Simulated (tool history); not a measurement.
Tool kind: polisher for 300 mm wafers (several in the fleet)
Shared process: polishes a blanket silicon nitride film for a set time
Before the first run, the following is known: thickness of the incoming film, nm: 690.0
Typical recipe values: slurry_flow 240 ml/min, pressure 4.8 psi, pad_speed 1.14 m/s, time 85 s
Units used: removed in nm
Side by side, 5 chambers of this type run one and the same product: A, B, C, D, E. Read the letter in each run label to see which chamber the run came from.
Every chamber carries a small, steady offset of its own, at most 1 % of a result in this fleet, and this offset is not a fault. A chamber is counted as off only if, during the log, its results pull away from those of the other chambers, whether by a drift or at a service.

-- hour=3.5 chamber B: worn pad replaced by a new one
run 1B hour=6.9 | slurry_flow=240 pressure=4.8 pad_speed=1.14 time=85 | removed=208.98
run 2C hour=10.9 | slurry_flow=240 pressure=4.8 pad_speed=1.14 time=85 | removed=206.29
run 3D hour=15.5 | slurry_flow=240 pressure=4.8 pad_speed=1.14 time=85 | removed=205.70
-- hour=21.1 chamber A: worn pad replaced by a new one
run 4A hour=21.1 | slurry_flow=240 pressure=4.8 pad_speed=1.14 time=85 | removed=203.37
run 5E hour=25.8 | slurry_flow=240 pressure=4.8 pad_speed=1.48 time=74 | removed=216.04
-- hour=26.2 chamber B: slurry nozzle cleaned
run 6D hour=28.9 | slurry_flow=240 pressure=4.8 pad_speed=1.48 time=74 | removed=225.01
-- hour=30.6 chamber D: worn pad replaced by a new one
run 7C hour=35.5 | slurry_flow=240 pressure=4.8 pad_speed=1.48 time=74 | removed=220.03
-- hour=37.6 chamber A: slurry nozzle cleaned
run 8E hour=40.2 | slurry_flow=240 pressure=4.8 pad_speed=1.48 time=74 | removed=218.79
run 9B hour=45.7 | slurry_flow=240 pressure=4.8 pad_speed=1.48 time=74 | removed=222.18
run 10A hour=52.1 | slurry_flow=240 pressure=4.8 pad_speed=1.14 time=85 | removed=210.43
run 11B hour=57.0 | slurry_flow=240 pressure=4.8 pad_speed=1.14 time=85 | removed=210.60
-- hour=58.0 chamber C: slurry nozzle cleaned
-- hour=58.8 chamber A: head pressure recalibrated
run 12C hour=61.9 | slurry_flow=240 pressure=4.8 pad_speed=1.14 time=85 | removed=207.79
run 13A hour=65.1 | slurry_flow=240 pressure=4.8 pad_speed=1.14 time=85 | removed=202.00
-- hour=65.2 chamber C: worn pad replaced by a new one
-- hour=68.2 chamber E: worn pad replaced by a new one
run 14E hour=69.7 | slurry_flow=240 pressure=4.8 pad_speed=1.14 time=85 | removed=204.31
-- hour=74.3 chamber B: worn pad replaced by a new one
run 15D hour=76.1 | slurry_flow=240 pressure=4.8 pad_speed=1.14 time=85 | removed=208.15
run 16B hour=82.9 | slurry_flow=240 pressure=4.8 pad_speed=1.14 time=85 | removed=208.31
run 17D hour=87.4 | slurry_flow=240 pressure=4.8 pad_speed=1.14 time=85 | removed=208.14
-- hour=89.4 chamber A: worn pad replaced by a new one
run 18A hour=91.3 | slurry_flow=240 pressure=4.8 pad_speed=1.14 time=85 | removed=203.58
run 19C hour=97.8 | slurry_flow=240 pressure=4.8 pad_speed=1.14 time=85 | removed=207.83
run 20E hour=101.3 | slurry_flow=240 pressure=4.8 pad_speed=1.14 time=85 | removed=202.06
run 21E hour=106.8 | slurry_flow=240 pressure=4.8 pad_speed=0.84 time=67 | removed=124.99
run 22A hour=112.4 | slurry_flow=240 pressure=4.8 pad_speed=0.84 time=67 | removed=127.84
run 23C hour=119.1 | slurry_flow=240 pressure=4.8 pad_speed=0.84 time=67 | removed=128.10
run 24B hour=123.7 | slurry_flow=240 pressure=4.8 pad_speed=0.84 time=67 | removed=127.49
run 25D hour=130.8 | slurry_flow=240 pressure=4.8 pad_speed=0.84 time=67 | removed=128.11
-- hour=133.4 chamber D: worn pad replaced by a new one
run 26D hour=133.9 | slurry_flow=240 pressure=4.8 pad_speed=1.14 time=85 | removed=213.97
run 27A hour=140.1 | slurry_flow=240 pressure=4.8 pad_speed=1.14 time=85 | removed=204.18
run 28E hour=145.6 | slurry_flow=240 pressure=4.8 pad_speed=1.14 time=85 | removed=206.85
-- hour=149.0 chamber B: worn pad replaced by a new one
-- hour=150.7 chamber E: slurry nozzle cleaned
run 29B hour=151.8 | slurry_flow=240 pressure=4.8 pad_speed=1.14 time=85 | removed=206.51
-- hour=152.5 chamber C: worn pad replaced by a new one
run 30C hour=155.4 | slurry_flow=240 pressure=4.8 pad_speed=1.14 time=85 | removed=203.73
-- hour=158.8 chamber A: worn pad replaced by a new one
run 31E hour=162.6 | slurry_flow=240 pressure=4.8 pad_speed=1.14 time=85 | removed=202.98
run 32D hour=168.0 | slurry_flow=240 pressure=4.8 pad_speed=1.14 time=85 | removed=205.44
-- hour=169.3 chamber E: worn pad replaced by a new one
run 33A hour=172.4 | slurry_flow=295 pressure=4.8 pad_speed=1.14 time=73 | removed=181.73
run 34C hour=175.7 | slurry_flow=295 pressure=4.8 pad_speed=1.14 time=73 | removed=180.86
run 35B hour=182.9 | slurry_flow=295 pressure=4.8 pad_speed=1.14 time=73 | removed=183.09
run 36A hour=188.0 | slurry_flow=295 pressure=4.8 pad_speed=1.14 time=73 | removed=177.09
run 37D hour=193.6 | slurry_flow=295 pressure=4.8 pad_speed=1.14 time=73 | removed=188.04
run 38E hour=199.3 | slurry_flow=240 pressure=4.8 pad_speed=1.14 time=85 | removed=203.78
run 39B hour=206.3 | slurry_flow=240 pressure=4.8 pad_speed=1.14 time=85 | removed=210.54
-- hour=209.4 chamber B: worn pad replaced by a new one
run 40C hour=212.8 | slurry_flow=240 pressure=4.8 pad_speed=1.14 time=85 | removed=202.09
-- hour=213.1 chamber E: head pressure recalibrated
run 41B hour=218.8 | slurry_flow=240 pressure=4.8 pad_speed=1.14 time=85 | removed=204.05
-- hour=221.8 chamber A: worn pad replaced by a new one
run 42A hour=222.0 | slurry_flow=240 pressure=4.8 pad_speed=1.14 time=85 | removed=201.73
run 43E hour=228.7 | slurry_flow=195 pressure=4.8 pad_speed=1.14 time=85 | removed=199.49

Which is it: a chamber that has drifted or been left off by a service, a gauge drift common to all chambers, or only each chamber's usual small offset? If a chamber is off, name it and its likeliest cause.

No chamber stands off beyond its own small offset, and the gauge holds steady.

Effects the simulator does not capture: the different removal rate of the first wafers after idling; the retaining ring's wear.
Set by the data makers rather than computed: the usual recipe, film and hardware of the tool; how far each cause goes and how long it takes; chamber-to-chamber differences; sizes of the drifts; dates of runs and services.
